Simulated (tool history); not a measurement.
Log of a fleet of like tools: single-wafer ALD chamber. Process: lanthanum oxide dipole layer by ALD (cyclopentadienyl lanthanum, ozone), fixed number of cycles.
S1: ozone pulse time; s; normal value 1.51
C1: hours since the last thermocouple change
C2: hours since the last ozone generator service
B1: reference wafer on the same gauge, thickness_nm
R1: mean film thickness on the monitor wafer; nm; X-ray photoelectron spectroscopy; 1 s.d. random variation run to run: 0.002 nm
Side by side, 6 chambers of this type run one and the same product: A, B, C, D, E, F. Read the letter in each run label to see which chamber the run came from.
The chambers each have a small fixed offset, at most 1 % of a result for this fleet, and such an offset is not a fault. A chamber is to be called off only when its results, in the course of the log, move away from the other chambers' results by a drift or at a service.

run	hour	S1	C1	C2	B1	R1
1B	7.2	1.51	1342.7	523.6	0.52006	0.54898
2F	12.7	1.51	550.7	1307.4	0.51957	0.55377
3A	19.7	1.51	1252.6	1380.8	0.51976	0.54365
4D	24.6	1.51	113.5	475	0.52004	0.55203
5E	31.8	1.51	631.3	1085.7	0.52018	0.54905
6C	36.6	1.51	47.9	519.3	0.51991	0.55072
7E	41.5	1.51	641	1095.4	0.51954	0.54997
# hour 47.4: chamber B: ozone generator serviced
8B	47.9	1.51	1383.4	0.5	0.51986	0.54847
9C	53.7	1.51	65	536.4	0.52007	0.55139
10F	59.8	1.51	597.8	1354.5	0.52022	0.54789
11D	66.7	1.51	155.6	517.1	0.5203	0.55071
12A	71.7	1.51	1304.6	1432.8	0.52022	0.5494
13A	78.6	1.86	1311.5	1439.7	0.52014	0.56255
14B	86.2	1.86	1421.7	38.8	0.51993	0.56553
15C	90.2	1.86	101.5	572.9	0.52015	0.56509
16F	97.7	1.86	635.7	1392.4	0.51989	0.56529
# hour 101.2: chamber F: ozone generator serviced
17E	104.2	1.86	703.7	1158.1	0.51966	0.56365
18D	111.6	1.86	200.5	562	0.52028	0.56314
19E	118.1	1.22	717.6	1172	0.52005	0.52595
20A	124.5	1.22	1357.4	1485.6	0.52023	0.52221
21F	130.2	1.22	668.2	29.1	0.51949	0.5246
22D	134	1.22	222.9	584.4	0.51991	0.52919
23C	138	1.22	149.3	620.7	0.52022	0.52922
# hour 141.5: chamber B: thermocouple changed; heater temperature recalibrated
24B	144	1.22	2.5	96.6	0.52049	0.52571
25B	149.1	1.51	7.6	101.7	0.52004	0.54872
26E	153.5	1.1	753	1207.4	0.52012	0.51121
27F	158.6	1.1	696.6	57.5	0.51976	0.51319
28D	162.6	1.1	251.5	613	0.52006	0.51642
29C	168.1	1.1	179.4	650.8	0.52051	0.52008
30A	171.4	1.1	1404.3	1532.5	0.51979	0.50997
31E	175.2	1.1	774.7	1229.1	0.51969	0.51128
32D	178.8	1.51	267.7	629.2	0.52034	0.5491
33C	183.5	1.51	194.8	666.2	0.52026	0.55259
34A	187	1.51	1419.9	1548.1	0.52084	0.54702
35F	193.4	1.51	731.4	92.3	0.51995	0.54801
36B	199.5	1.51	58	152.1	0.51963	0.55051
37F	203.6	1.51	741.6	102.5	0.51954	0.54909
38E	207.9	1.51	807.4	1261.8	0.52021	0.54466

Does one chamber stand apart from the rest, does the shared gauge drift, or is all well apart from small per-chamber offsets? Give the chamber and the most likely cause, where there is one.

Nothing is wrong: each chamber keeps only its own small, steady offset and the gauge holds still.
